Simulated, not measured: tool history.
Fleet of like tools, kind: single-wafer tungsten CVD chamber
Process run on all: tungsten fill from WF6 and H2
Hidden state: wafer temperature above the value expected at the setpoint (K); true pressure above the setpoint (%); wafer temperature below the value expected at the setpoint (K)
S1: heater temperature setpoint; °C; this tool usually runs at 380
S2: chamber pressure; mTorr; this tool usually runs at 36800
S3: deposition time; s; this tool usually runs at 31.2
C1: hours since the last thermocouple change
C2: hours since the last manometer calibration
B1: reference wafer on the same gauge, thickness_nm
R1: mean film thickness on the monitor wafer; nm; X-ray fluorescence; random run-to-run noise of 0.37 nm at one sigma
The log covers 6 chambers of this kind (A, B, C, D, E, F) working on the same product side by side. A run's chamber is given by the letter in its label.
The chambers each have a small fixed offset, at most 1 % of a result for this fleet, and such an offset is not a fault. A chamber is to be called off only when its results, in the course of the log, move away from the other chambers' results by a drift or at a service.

run 1F hour=3.9 | S1=380 S2=36800 S3=31.2 | C1=652.5 C2=132.4 | B1=58.507 | R1=68.320
-- hour=5.0 chamber D: thermocouple changed; heater temperature recalibrated
run 2C hour=10.0 | S1=380 S2=36800 S3=31.2 | C1=643.0 C2=1219.8 | B1=58.478 | R1=68.645
run 3A hour=14.5 | S1=380 S2=36800 S3=31.2 | C1=136.0 C2=147.3 | B1=58.501 | R1=67.160
run 4E hour=18.9 | S1=380 S2=36800 S3=31.2 | C1=223.7 C2=1672.5 | B1=58.452 | R1=68.303
run 5D hour=22.6 | S1=380 S2=36800 S3=31.2 | C1=17.7 C2=331.8 | B1=58.530 | R1=67.396
run 6B hour=29.6 | S1=380 S2=36800 S3=31.2 | C1=519.7 C2=142.2 | B1=58.526 | R1=67.923
run 7C hour=34.8 | S1=380 S2=36800 S3=31.2 | C1=667.8 C2=1244.6 | B1=58.479 | R1=69.398
run 8E hour=38.6 | S1=380 S2=36800 S3=31.2 | C1=243.4 C2=1692.2 | B1=58.526 | R1=68.119
run 9D hour=43.0 | S1=380 S2=36800 S3=31.2 | C1=38.1 C2=352.2 | B1=58.569 | R1=67.174
run 10F hour=50.1 | S1=380 S2=36800 S3=31.2 | C1=698.7 C2=178.6 | B1=58.541 | R1=68.357
run 11B hour=53.8 | S1=380 S2=40300 S3=31.2 | C1=543.9 C2=166.4 | B1=58.548 | R1=70.378
run 12A hour=59.4 | S1=380 S2=40300 S3=31.2 | C1=180.9 C2=192.2 | B1=58.471 | R1=71.292
run 13E hour=67.0 | S1=380 S2=40300 S3=31.2 | C1=271.8 C2=1720.6 | B1=58.483 | R1=71.084
run 14A hour=71.0 | S1=380 S2=40300 S3=31.2 | C1=192.5 C2=203.8 | B1=58.527 | R1=70.465
run 15D hour=77.8 | S1=380 S2=40300 S3=31.2 | C1=72.9 C2=387.0 | B1=58.536 | R1=69.788
run 16B hour=82.1 | S1=380 S2=40300 S3=31.2 | C1=572.2 C2=194.7 | B1=58.497 | R1=70.842
run 17C hour=89.1 | S1=380 S2=36800 S3=31.2 | C1=722.1 C2=1298.9 | B1=58.569 | R1=68.898
run 18F hour=94.4 | S1=380 S2=36800 S3=31.2 | C1=743.0 C2=222.9 | B1=58.521 | R1=68.714
run 19C hour=98.8 | S1=367 S2=36800 S3=33.2 | C1=731.8 C2=1308.6 | B1=58.472 | R1=55.660
run 20E hour=105.5 | S1=367 S2=36800 S3=33.2 | C1=310.3 C2=1759.1 | B1=58.530 | R1=55.628
run 21B hour=111.4 | S1=367 S2=36800 S3=33.2 | C1=601.5 C2=224.0 | B1=58.524 | R1=54.732
run 22F hour=118.2 | S1=367 S2=36800 S3=33.2 | C1=766.8 C2=246.7 | B1=58.537 | R1=56.363
run 23A hour=125.4 | S1=367 S2=36800 S3=33.2 | C1=246.9 C2=258.2 | B1=58.424 | R1=54.561
run 24D hour=132.7 | S1=367 S2=36800 S3=33.2 | C1=127.8 C2=441.9 | B1=58.448 | R1=54.361
run 25F hour=139.5 | S1=380 S2=36800 S3=31.2 | C1=788.1 C2=268.0 | B1=58.490 | R1=70.458
run 26A hour=146.0 | S1=380 S2=36800 S3=31.2 | C1=267.5 C2=278.8 | B1=58.550 | R1=67.571
run 27D hour=153.5 | S1=380 S2=36800 S3=31.2 | C1=148.6 C2=462.7 | B1=58.474 | R1=67.682
run 28C hour=158.9 | S1=380 S2=36800 S3=31.2 | C1=791.9 C2=1368.7 | B1=58.404 | R1=68.392
run 29B hour=162.7 | S1=380 S2=36800 S3=31.2 | C1=652.8 C2=275.3 | B1=58.503 | R1=68.128
run 30E hour=169.7 | S1=380 S2=36800 S3=31.2 | C1=374.5 C2=1823.3 | B1=58.485 | R1=68.463
run 31E hour=177.0 | S1=380 S2=36800 S3=31.2 | C1=381.8 C2=1830.6 | B1=58.525 | R1=68.764
run 32F hour=182.2 | S1=380 S2=43400 S3=36.7 | C1=830.8 C2=310.7 | B1=58.487 | R1=90.939
run 33A hour=189.9 | S1=380 S2=43400 S3=36.7 | C1=311.4 C2=322.7 | B1=58.570 | R1=85.778
run 34B hour=195.0 | S1=380 S2=43400 S3=36.7 | C1=685.1 C2=307.6 | B1=58.541 | R1=86.618
run 35C hour=202.7 | S1=380 S2=43400 S3=36.7 | C1=835.7 C2=1412.5 | B1=58.448 | R1=87.832
run 36D hour=209.3 | S1=380 S2=43400 S3=36.7 | C1=204.4 C2=518.5 | B1=58.532 | R1=85.945
run 37A hour=214.9 | S1=380 S2=43400 S3=36.7 | C1=336.4 C2=347.7 | B1=58.521 | R1=86.780
run 38F hour=219.6 | S1=380 S2=36800 S3=31.2 | C1=868.2 C2=348.1 | B1=58.509 | R1=73.429

All chambers now run identical settings, listed one chamber a line with results as question marks. What results will each chamber show?
run 39A hour=225.2 | S1=380 S2=36800 S3=31.2 | R1=?
run 39B hour=225.2 | S1=380 S2=36800 S3=31.2 | R1=?
run 39C hour=225.2 | S1=380 S2=36800 S3=31.2 | R1=?
run 39D hour=225.2 | S1=380 S2=36800 S3=31.2 | R1=?
run 39E hour=225.2 | S1=380 S2=36800 S3=31.2 | R1=?
run 39F hour=225.2 | S1=380 S2=36800 S3=31.2 | R1=?

run=39A R1=67.688
run=39B R1=68.191
run=39C R1=68.291
run=39D R1=66.914
run=39E R1=67.746
run=39F R1=72.949
